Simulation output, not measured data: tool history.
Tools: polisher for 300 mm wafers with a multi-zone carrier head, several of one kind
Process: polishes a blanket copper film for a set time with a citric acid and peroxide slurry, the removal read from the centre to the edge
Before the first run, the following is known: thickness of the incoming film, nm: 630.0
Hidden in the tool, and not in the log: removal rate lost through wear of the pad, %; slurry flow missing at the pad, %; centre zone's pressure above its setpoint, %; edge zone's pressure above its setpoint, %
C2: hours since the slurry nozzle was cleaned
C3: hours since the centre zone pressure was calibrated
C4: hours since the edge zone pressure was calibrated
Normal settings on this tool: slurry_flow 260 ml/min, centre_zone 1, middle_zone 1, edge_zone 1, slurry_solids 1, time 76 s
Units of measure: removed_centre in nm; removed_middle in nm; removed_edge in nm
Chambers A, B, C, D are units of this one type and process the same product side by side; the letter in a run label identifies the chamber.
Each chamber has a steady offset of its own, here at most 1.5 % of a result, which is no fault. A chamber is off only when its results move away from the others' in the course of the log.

-- day=0.317 chamber D: worn pad replaced by a new one
run 1C day=0.5 | slurry_flow=260 centre_zone=1 middle_zone=1 edge_zone=1 slurry_solids=1 time=76 | wafers_polished_on_this_pad=599 C2=160.4 C3=426.6 C4=67.7 | removed_centre=94.756 removed_middle=93.558 removed_edge=92.54
run 2D day=0.933 | slurry_flow=260 centre_zone=1 middle_zone=1 edge_zone=1 slurry_solids=1 time=76 | wafers_polished_on_this_pad=118 C2=134.1 C3=761.1 C4=61.7 | removed_centre=92.734 removed_middle=92.454 removed_edge=93.69
run 3B day=1.254 | slurry_flow=260 centre_zone=1 middle_zone=1 edge_zone=1 slurry_solids=1 time=76 | wafers_polished_on_this_pad=727 C2=96.3 C3=93.9 C4=120.5 | removed_centre=93.935 removed_middle=93.965 removed_edge=95.937
-- day=1.4 chamber B: worn pad replaced by a new one
run 4A day=1.6 | slurry_flow=260 centre_zone=1 middle_zone=1 edge_zone=1 slurry_solids=1 time=76 | wafers_polished_on_this_pad=1449 C2=421.4 C3=649.3 C4=655.6 | removed_centre=95.239 removed_middle=94.064 removed_edge=94.589
-- day=1.683 chamber A: worn pad replaced by a new one
run 5A day=2.021 | slurry_flow=260 centre_zone=1 middle_zone=1 edge_zone=1 slurry_solids=1 time=76 | wafers_polished_on_this_pad=65 C2=431.5 C3=659.4 C4=665.7 | removed_centre=94.428 removed_middle=93.569 removed_edge=92.911
run 6B day=2.45 | slurry_flow=260 centre_zone=1 middle_zone=1 edge_zone=1 slurry_solids=1 time=76 | wafers_polished_on_this_pad=202 C2=125 C3=122.6 C4=149.2 | removed_centre=92.628 removed_middle=94.197 removed_edge=93.818
-- day=2.454 chamber D: centre zone pressure recalibrated
-- day=2.65 chamber C: slurry nozzle cleaned
run 7D day=2.779 | slurry_flow=290 centre_zone=1 middle_zone=1 edge_zone=1 slurry_solids=1 time=76 | wafers_polished_on_this_pad=473 C2=178.4 C3=7.9 C4=106 | removed_centre=93.115 removed_middle=94.61 removed_edge=96.417
-- day=2.925 chamber C: worn pad replaced by a new one
run 8C day=3 | slurry_flow=290 centre_zone=1 middle_zone=1 edge_zone=1 slurry_solids=1 time=76 | wafers_polished_on_this_pad=14 C2=8.5 C3=486.6 C4=127.7 | removed_centre=94.744 removed_middle=93.757 removed_edge=93.792
run 9A day=3.354 | slurry_flow=290 centre_zone=1 middle_zone=1 edge_zone=1 slurry_solids=1 time=76 | wafers_polished_on_this_pad=321 C2=463.5 C3=691.4 C4=697.7 | removed_centre=94.688 removed_middle=95.312 removed_edge=94.424
run 10D day=3.571 | slurry_flow=290 centre_zone=1 middle_zone=1 edge_zone=1 slurry_solids=1 time=76 | wafers_polished_on_this_pad=625 C2=197.4 C3=26.9 C4=125 | removed_centre=94.01 removed_middle=97.474 removed_edge=95.172
run 11B day=3.95 | slurry_flow=260 centre_zone=0.88 middle_zone=1 edge_zone=1 slurry_solids=1 time=76 | wafers_polished_on_this_pad=490 C2=161 C3=158.6 C4=185.2 | removed_centre=80.894 removed_middle=92.914 removed_edge=93.697
run 12C day=4.325 | slurry_flow=260 centre_zone=0.88 middle_zone=1 edge_zone=1 slurry_solids=1 time=76 | wafers_polished_on_this_pad=269 C2=40.3 C3=518.4 C4=159.5 | removed_centre=82.596 removed_middle=92.525 removed_edge=92.538
run 13A day=4.608 | slurry_flow=260 centre_zone=0.88 middle_zone=1 edge_zone=1 slurry_solids=1 time=76 | wafers_polished_on_this_pad=562 C2=493.6 C3=721.5 C4=727.8 | removed_centre=80.576 removed_middle=93.449 removed_edge=94.791
run 14B day=4.958 | slurry_flow=260 centre_zone=0.88 middle_zone=1 edge_zone=1 slurry_solids=1 time=76 | wafers_polished_on_this_pad=684 C2=185.2 C3=182.8 C4=209.4 | removed_centre=80.839 removed_middle=94.482 removed_edge=92.61
-- day=5.129 chamber B: worn pad replaced by a new one
run 15C day=5.217 | slurry_flow=260 centre_zone=1 middle_zone=1 edge_zone=1 slurry_solids=1 time=76 | wafers_polished_on_this_pad=440 C2=61.7 C3=539.8 C4=180.9 | removed_centre=93.259 removed_middle=95.068 removed_edge=92.79
-- day=5.346 chamber D: slurry nozzle cleaned
run 16D day=5.538 | slurry_flow=260 centre_zone=1 middle_zone=1 edge_zone=1 slurry_solids=1 time=76 | wafers_polished_on_this_pad=1003 C2=4.6 C3=74.1 C4=172.2 | removed_centre=92.886 removed_middle=94.188 removed_edge=94.855
run 17C day=5.758 | slurry_flow=260 centre_zone=1 middle_zone=1 edge_zone=1 slurry_solids=1 time=76 | wafers_polished_on_this_pad=544 C2=74.7 C3=552.8 C4=193.9 | removed_centre=94.659 removed_middle=93.19 removed_edge=92.815
run 18A day=6.167 | slurry_flow=260 centre_zone=1 middle_zone=1 edge_zone=1 slurry_solids=1 time=76 | wafers_polished_on_this_pad=861 C2=531 C3=758.9 C4=765.2 | removed_centre=92.822 removed_middle=90.639 removed_edge=94.334
run 19D day=6.45 | slurry_flow=315 centre_zone=1 middle_zone=1 edge_zone=1 slurry_solids=1 time=96 | wafers_polished_on_this_pad=1178 C2=26.5 C3=96 C4=194.1 | removed_centre=120.32 removed_middle=120.93 removed_edge=121.62
run 20B day=6.888 | slurry_flow=315 centre_zone=1 middle_zone=1 edge_zone=1 slurry_solids=1 time=96 | wafers_polished_on_this_pad=338 C2=231.5 C3=229.1 C4=255.7 | removed_centre=118.29 removed_middle=113.74 removed_edge=120.22
run 21B day=7.217 | slurry_flow=315 centre_zone=1 middle_zone=1 edge_zone=1 slurry_solids=1 time=96 | wafers_polished_on_this_pad=401 C2=239.4 C3=237 C4=263.6 | removed_centre=119.36 removed_middle=117.15 removed_edge=120.92
-- day=7.238 chamber D: worn pad replaced by a new one
run 22A day=7.625 | slurry_flow=315 centre_zone=1 middle_zone=1 edge_zone=1 slurry_solids=1 time=96 | wafers_polished_on_this_pad=1142 C2=566 C3=793.9 C4=800.2 | removed_centre=121.02 removed_middle=122.41 removed_edge=120.25
-- day=7.7 chamber A: worn pad replaced by a new one
run 23D day=8.104 | slurry_flow=260 centre_zone=1 middle_zone=1 edge_zone=1 slurry_solids=1 time=76 | wafers_polished_on_this_pad=167 C2=66.2 C3=135.7 C4=233.8 | removed_centre=91.605 removed_middle=94.126 removed_edge=93.501
-- day=8.317 chamber A: slurry nozzle cleaned
run 24C day=8.388 | slurry_flow=260 centre_zone=1 middle_zone=1 edge_zone=1 slurry_solids=1 time=76 | wafers_polished_on_this_pad=1050 C2=137.8 C3=615.9 C4=257 | removed_centre=94.288 removed_middle=95.416 removed_edge=92.269
run 25B day=8.621 | slurry_flow=260 centre_zone=1 middle_zone=1 edge_zone=1 slurry_solids=1 time=76 | wafers_polished_on_this_pad=671 C2=273.1 C3=270.7 C4=297.3 | removed_centre=90.584 removed_middle=88.49 removed_edge=94.363
-- day=8.667 chamber B: worn pad replaced by a new one
run 26A day=8.933 | slurry_flow=260 centre_zone=1 middle_zone=1 edge_zone=1 slurry_solids=1 time=76 | wafers_polished_on_this_pad=236 C2=14.9 C3=825.3 C4=831.6 | removed_centre=94.979 removed_middle=95.106 removed_edge=95.003
-- day=9.329 chamber C: worn pad replaced by a new one
run 27D day=9.425 | slurry_flow=260 centre_zone=1 middle_zone=1 edge_zone=0.9 slurry_solids=1 time=99 | wafers_polished_on_this_pad=420 C2=97.9 C3=167.4 C4=265.5 | removed_centre=122.28 removed_middle=120.85 removed_edge=116.86
run 28C day=9.883 | slurry_flow=260 centre_zone=1 middle_zone=1 edge_zone=0.9 slurry_solids=1 time=99 | wafers_polished_on_this_pad=107 C2=173.7 C3=651.8 C4=292.9 | removed_centre=123.9 removed_middle=119.3 removed_edge=114.26
run 29A day=10.254 | slurry_flow=260 centre_zone=1 middle_zone=1 edge_zone=0.9 slurry_solids=1 time=99 | wafers_polished_on_this_pad=490 C2=46.6 C3=857 C4=863.3 | removed_centre=122.39 removed_middle=119.86 removed_edge=115.97
run 30B day=10.592 | slurry_flow=260 centre_zone=1 middle_zone=1 edge_zone=0.9 slurry_solids=1 time=99 | wafers_polished_on_this_pad=370 C2=320.4 C3=318 C4=344.6 | removed_centre=115.86 removed_middle=118.52 removed_edge=112.2
run 31D day=10.896 | slurry_flow=260 centre_zone=1 middle_zone=1 edge_zone=1 slurry_solids=1 time=76 | wafers_polished_on_this_pad=703 C2=133.2 C3=202.7 C4=300.8 | removed_centre=92.532 removed_middle=93.599 removed_edge=94.309
run 32C day=11.254 | slurry_flow=260 centre_zone=1 middle_zone=1 edge_zone=1 slurry_solids=1 time=76 | wafers_polished_on_this_pad=370 C2=206.6 C3=684.7 C4=325.8 | removed_centre=95.244 removed_middle=92.724 removed_edge=95.866

Is one chamber out of step, is the gauge drifting, or do the chambers differ by no more than their own small offsets? For an off chamber, give its letter and the likeliest cause.

It is chamber B that slowly wanders off from its peers.
Cause: slurry flow missing at the pad, % = 31.5.

Below are 4 candidate recipes for chamber B's next run, each the usual settings with a change, their results shown as question marks. Which of them brings B's results back in line with what the other chambers give on the usual settings?
In line means no further than this from the other chambers' mean on the usual settings: removed_centre 2.3 nm; removed_middle 4.5 nm; removed_edge 3.8 nm
run 33B-1 day=11.617 | slurry_flow=270 centre_zone=1.03 middle_zone=1.05 edge_zone=0.96 slurry_solids=1 time=81 | removed_centre=? removed_middle=? removed_edge=?
run 33B-2 day=11.617 | slurry_flow=265 centre_zone=1.02 middle_zone=1.03 edge_zone=0.98 slurry_solids=1 time=78 | removed_centre=? removed_middle=? removed_edge=?
run 33B-3 day=11.617 | slurry_flow=250 centre_zone=0.97 middle_zone=0.95 edge_zone=1.04 slurry_solids=1 time=72 | removed_centre=? removed_middle=? removed_edge=?
run 33B-4 day=11.617 | slurry_flow=255 centre_zone=0.98 middle_zone=0.97 edge_zone=1.02 slurry_solids=1 time=74 | removed_centre=? removed_middle=? removed_edge=?

The mean the other chambers reach with the usual settings: removed_centre 93.812 nm; removed_middle 93.784 nm; removed_edge 93.948 nm
run=33B-1 removed_centre=97.801 removed_middle=99.464 removed_edge=95.551
run=33B-2 removed_centre=92.852 removed_middle=93.843 removed_edge=92.833
run=33B-3 removed_centre=80.161 removed_middle=79.749 removed_edge=87.928
run=33B-4 removed_centre=83.649 removed_middle=83.795 removed_edge=89.625
With 33B-2, the chamber falls back in line with the rest.

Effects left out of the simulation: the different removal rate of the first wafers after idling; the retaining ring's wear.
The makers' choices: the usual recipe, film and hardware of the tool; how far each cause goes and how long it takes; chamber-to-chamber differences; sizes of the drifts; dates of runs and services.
